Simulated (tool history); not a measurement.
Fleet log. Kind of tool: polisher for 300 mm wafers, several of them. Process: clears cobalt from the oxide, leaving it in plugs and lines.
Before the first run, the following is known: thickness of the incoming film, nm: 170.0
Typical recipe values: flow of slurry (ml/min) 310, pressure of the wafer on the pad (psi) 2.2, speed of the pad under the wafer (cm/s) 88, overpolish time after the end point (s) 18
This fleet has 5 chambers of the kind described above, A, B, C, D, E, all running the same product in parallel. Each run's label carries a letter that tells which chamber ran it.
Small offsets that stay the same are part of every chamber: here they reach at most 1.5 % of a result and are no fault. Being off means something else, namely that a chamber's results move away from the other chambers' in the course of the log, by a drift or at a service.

run   hour  flow of slurry (ml/min)  pressure of the wafer on the pad (psi)  speed of the pad under the wafer (cm/s)  overpolish time after the end point (s)  time until the end point was called (s)  dishing of a wide line in a test structure (Å)
 1A    8.6                      310                                     2.2                                       88                                       18                                   33.905                                          481.38
 2B   16.7                      310                                     2.2                                       88                                       18                                   33.802                                          511.69
 3E   23.1                      310                                     2.2                                       88                                       18                                   33.309                                          494.13
 4D   27.9                      310                                     2.2                                       88                                       18                                   33.801                                          484.23
 5C   35.1                      310                                     2.2                                       88                                       18                                   34.721                                          490.24
      38.9  -- chamber B: worn pad replaced by a new one
      39.7  -- chamber D: worn pad replaced by a new one
 6D   43.8                      310                                     2.2                                       88                                       18                                   34.261                                          483.79
      45.8  -- chamber E: worn pad replaced by a new one
      52.3  -- chamber A: worn pad replaced by a new one
 7A   52.7                      310                                     2.2                                       88                                       18                                   33.528                                          503.59
      53.2  -- chamber C: worn pad replaced by a new one
 8E   62.1                      310                                     2.2                                       88                                       18                                   34.397                                          491.66
 9C   67.0                      310                                     2.2                                       88                                       18                                   33.830                                          499.97
10B   74.3                      235                                     2.7                                       88                                       18                                   28.909                                          534.43
11A   79.3                      235                                     2.7                                       88                                       18                                   27.710                                          538.13
      85.0  -- chamber D: head pressure recalibrated
12E   85.2                      235                                     2.7                                       88                                       18                                   28.714                                          521.39
      88.5  -- chamber B: slurry nozzle cleaned
      92.7  -- chamber A: head pressure recalibrated
13B   93.0                      235                                     2.7                                       88                                       18                                   28.714                                          548.40
      94.1  -- chamber B: worn pad replaced by a new one
14C   98.1                      235                                     2.7                                       88                                       18                                   28.695                                          543.83
15D  107.4                      310                                     2.2                                       88                                       18                                   33.829                                          489.22
     110.8  -- chamber A: worn pad replaced by a new one
16D  115.4                      310                                     2.2                                       88                                       18                                   34.781                                          481.92
     115.9  -- chamber E: worn pad replaced by a new one
     118.5  -- chamber D: worn pad replaced by a new one
17C  122.7                      310                                     2.2                                       88                                       18                                   35.263                                          500.27
     124.2  -- chamber E: slurry nozzle cleaned
18B  131.5                      310                                     2.2                                       88                                       18                                   34.300                                          489.05
19E  140.7                      310                                     2.2                                       88                                       18                                   33.438                                          503.90
     142.6  -- chamber C: worn pad replaced by a new one
     143.1  -- chamber B: worn pad replaced by a new one
20A  145.0                      310                                     2.2                                       88                                       18                                   33.146                                          500.33
21C  153.9                      310                                     2.2                                       88                                       18                                   34.722                                          475.79
22D  159.5                      310                                     2.2                                       88                                       18                                   33.796                                          474.14
23E  168.7                      310                                     2.2                                       88                                       18                                   34.686                                          480.76
24B  177.6                      310                                     2.2                                       88                                        8                                   34.218                                          296.13
25A  182.2                      310                                     2.2                                       88                                        8                                   34.177                                          304.59
     183.0  -- chamber A: worn pad replaced by a new one
26A  188.7                      310                                     2.2                                       88                                        8                                   33.863                                          296.23
     191.7  -- chamber E: worn pad replaced by a new one
     195.5  -- chamber B: worn pad replaced by a new one
27C  195.9                      310                                     2.2                                       88                                        8                                   35.555                                          289.36
28E  200.7                      310                                     2.2                                       88                                        8                                   34.383                                          287.12
29B  209.3                      310                                     2.2                                       88                                       18                                   34.110                                          498.21
30D  213.8                      310                                     2.2                                       88                                       18                                   34.297                                          505.90
     217.9  -- chamber D: worn pad replaced by a new one
31D  218.5                      310                                     2.2                                       88                                       18                                   33.797                                          499.32
32C  224.3                      310                                     2.2                                       88                                       18                                   36.567                                          472.93
     228.5  -- chamber C: worn pad replaced by a new one
33B  230.1                      310                                     2.2                                       88                                       18                                   34.417                                          525.02
34A  234.5                      310                                     2.2                                       88                                       18                                   33.851                                          478.83
35E  242.9                      310                                     2.2                                       88                                       18                                   34.261                                          506.65
36B  247.3                      310                                     2.2                                       88                                       18                                   33.658                                          493.06
     250.6  -- chamber A: worn pad replaced by a new one
37C  255.7                      310                                     2.5                                       88                                       18                                   32.479                                          520.41
     261.5  -- chamber E: worn pad replaced by a new one
38E  265.2                      310                                     2.5                                       88                                       18                                   30.308                                          530.62
39D  271.1                      310                                     2.5                                       88                                       18                                   29.730                                          519.42
40A  277.0                      310                                     2.5                                       88                                       18                                   29.536                                          534.26

Does one chamber stand apart from the rest, does the shared gauge drift, or is all well apart from small per-chamber offsets? Give the chamber and the most likely cause, where there is one.

It is chamber C that slowly wanders off from its peers.
What lies behind it: head's pressure below its setpoint, % = 8.72.

Below are 4 candidate recipes for chamber C's next run, each the usual settings with a change, their results shown as question marks. Which of them brings C's results back in line with what the other chambers give on the usual settings?
In line means no further than this from the other chambers' mean on the usual settings: time until the end point was called (s) 1.500; dishing of a wide line in a test structure (Å) 38.00
41C-1  283.9                      310                                     2.1                                       84                                       18                                        ?                                               ?
41C-2  283.9                      310                                     2.0                                       80                                       18                                        ?                                               ?
41C-3  283.9                      310                                     2.3                                       92                                       18                                        ?                                               ?
41C-4  283.9                      310                                     2.4                                       96                                       18                                        ?                                               ?

On the usual settings, the other chambers give on average: time until the end point was called (s) 34.002; dishing of a wide line in a test structure (Å) 494.26
  run  time until the end point was called (s)  dishing of a wide line in a test structure (Å)
41C-1                                   40.953                                          456.31
41C-2                                   45.114                                          432.37
41C-3                                   34.190                                          499.97
41C-4                                   31.419                                          519.58
Change 41C-3 lands the chamber within the allowed miss of the other chambers.
